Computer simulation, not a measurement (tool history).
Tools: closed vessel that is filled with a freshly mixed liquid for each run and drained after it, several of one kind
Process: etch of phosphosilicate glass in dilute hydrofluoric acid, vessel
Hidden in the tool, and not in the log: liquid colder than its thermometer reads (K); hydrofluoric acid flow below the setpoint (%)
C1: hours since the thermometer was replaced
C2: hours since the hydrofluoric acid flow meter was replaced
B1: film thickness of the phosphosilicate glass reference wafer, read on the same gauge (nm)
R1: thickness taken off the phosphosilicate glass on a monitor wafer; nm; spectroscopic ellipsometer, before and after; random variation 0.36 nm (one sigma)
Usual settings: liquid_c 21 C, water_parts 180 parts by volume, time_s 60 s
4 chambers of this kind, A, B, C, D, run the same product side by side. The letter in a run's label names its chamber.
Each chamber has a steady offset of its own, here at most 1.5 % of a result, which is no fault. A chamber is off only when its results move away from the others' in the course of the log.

Run 1A, day 0.333: usual settings; C1 1135.9; C2 108; B1 139.99. Result: R1 54.224 nm.
At day 0.508: chamber D: hydrofluoric acid flow meter replaced.
Run 2B, day 0.721: usual settings; C1 1048.2; C2 633.9; B1 139.99. Result: R1 53.981 nm.
Run 3C, day 0.979: usual settings; C1 1160.2; C2 360.1; B1 139.99. Result: R1 54.085 nm.
Run 4D, day 1.312: usual settings; C1 870.3; C2 19.3; B1 140.01. Result: R1 54.09 nm.
Run 5C, day 1.612: usual settings; C1 1175.4; C2 375.3; B1 140. Result: R1 54.419 nm.
Run 6D, day 2.017: usual settings; C1 887.2; C2 36.2; B1 140. Result: R1 53.314 nm.
At day 2.167: chamber C: thermometer replaced.
Run 7B, day 2.388: usual settings; C1 1088.2; C2 673.9; B1 140. Result: R1 53.334 nm.
Run 8A, day 2.692: usual settings; C1 1192.5; C2 164.6; B1 140. Result: R1 52.507 nm.
Run 9C, day 2.962: usual settings but water_parts 110 parts by volume, time_s 35 s; C1 19.1; C2 407.7; B1 139.99. Result: R1 56.186 nm.
Run 10A, day 3.358: usual settings but water_parts 110 parts by volume, time_s 35 s; C1 1208.5; C2 180.6; B1 140. Result: R1 53.621 nm.
At day 3.433: chamber D: thermometer replaced.
Run 11B, day 3.608: usual settings but water_parts 110 parts by volume, time_s 35 s; C1 1117.5; C2 703.2; B1 140. Result: R1 55.504 nm.
Run 12D, day 3.942: usual settings but water_parts 110 parts by volume, time_s 35 s; C1 12.2; C2 82.4; B1 139.98. Result: R1 55.749 nm.
Run 13A, day 4.267: usual settings; C1 1230.3; C2 202.4; B1 140. Result: R1 51.142 nm.
Run 14B, day 4.475: usual settings; C1 1138.3; C2 724; B1 140.01. Result: R1 53.674 nm.
Run 15C, day 4.938: usual settings; C1 66.5; C2 455.1; B1 139.99. Result: R1 54.275 nm.
Run 16D, day 5.346: usual settings; C1 45.9; C2 116.1; B1 139.98. Result: R1 54.352 nm.
Run 17D, day 5.592: usual settings; C1 51.8; C2 122; B1 139.98. Result: R1 53.4 nm.
Run 18B, day 5.808: usual settings; C1 1170.3; C2 756; B1 140. Result: R1 53.982 nm.
Run 19A, day 6.279: usual settings; C1 1278.6; C2 250.7; B1 139.99. Result: R1 51.491 nm.
Run 20C, day 6.633: usual settings; C1 107.2; C2 495.8; B1 139.99. Result: R1 54.054 nm.
Run 21A, day 6.975: usual settings; C1 1295.3; C2 267.4; B1 140.01. Result: R1 50.704 nm.
At day 7.346: chamber B: thermometer replaced.
Run 22D, day 7.383: usual settings; C1 94.8; C2 165; B1 139.99. Result: R1 53.45 nm.
Run 23B, day 7.779: usual settings; C1 10.5; C2 803.3; B1 140. Result: R1 54.265 nm.
Run 24C, day 8.254: usual settings but liquid_c 17 C, time_s 85 s; C1 146.1; C2 534.7; B1 140. Result: R1 65.142 nm.
Run 25B, day 8.496: usual settings but liquid_c 17 C, time_s 85 s; C1 27.7; C2 820.5; B1 140. Result: R1 64.432 nm.
Run 26C, day 8.921: usual settings but liquid_c 17 C, time_s 85 s; C1 162.1; C2 550.7; B1 140.02. Result: R1 65.461 nm.
Run 27D, day 9.208: usual settings but liquid_c 17 C, time_s 85 s; C1 138.6; C2 208.8; B1 140. Result: R1 65.997 nm.
Run 28A, day 9.671: usual settings; C1 1360; C2 332.1; B1 140. Result: R1 49.336 nm.
Run 29D, day 10.029: usual settings; C1 158.3; C2 228.5; B1 140. Result: R1 54.422 nm.

All 4 chambers run these settings next. Forecast each chamber's results:
Run 30A, day 10.375: usual settings but time_s 90 s. Result: R1 ?.
Run 30B, day 10.375: usual settings but time_s 90 s. Result: R1 ?.
Run 30C, day 10.375: usual settings but time_s 90 s. Result: R1 ?.
Run 30D, day 10.375: usual settings but time_s 90 s. Result: R1 ?.

run      R1
30A  72.668
30B  80.708
30C  81.935
30D  81.138

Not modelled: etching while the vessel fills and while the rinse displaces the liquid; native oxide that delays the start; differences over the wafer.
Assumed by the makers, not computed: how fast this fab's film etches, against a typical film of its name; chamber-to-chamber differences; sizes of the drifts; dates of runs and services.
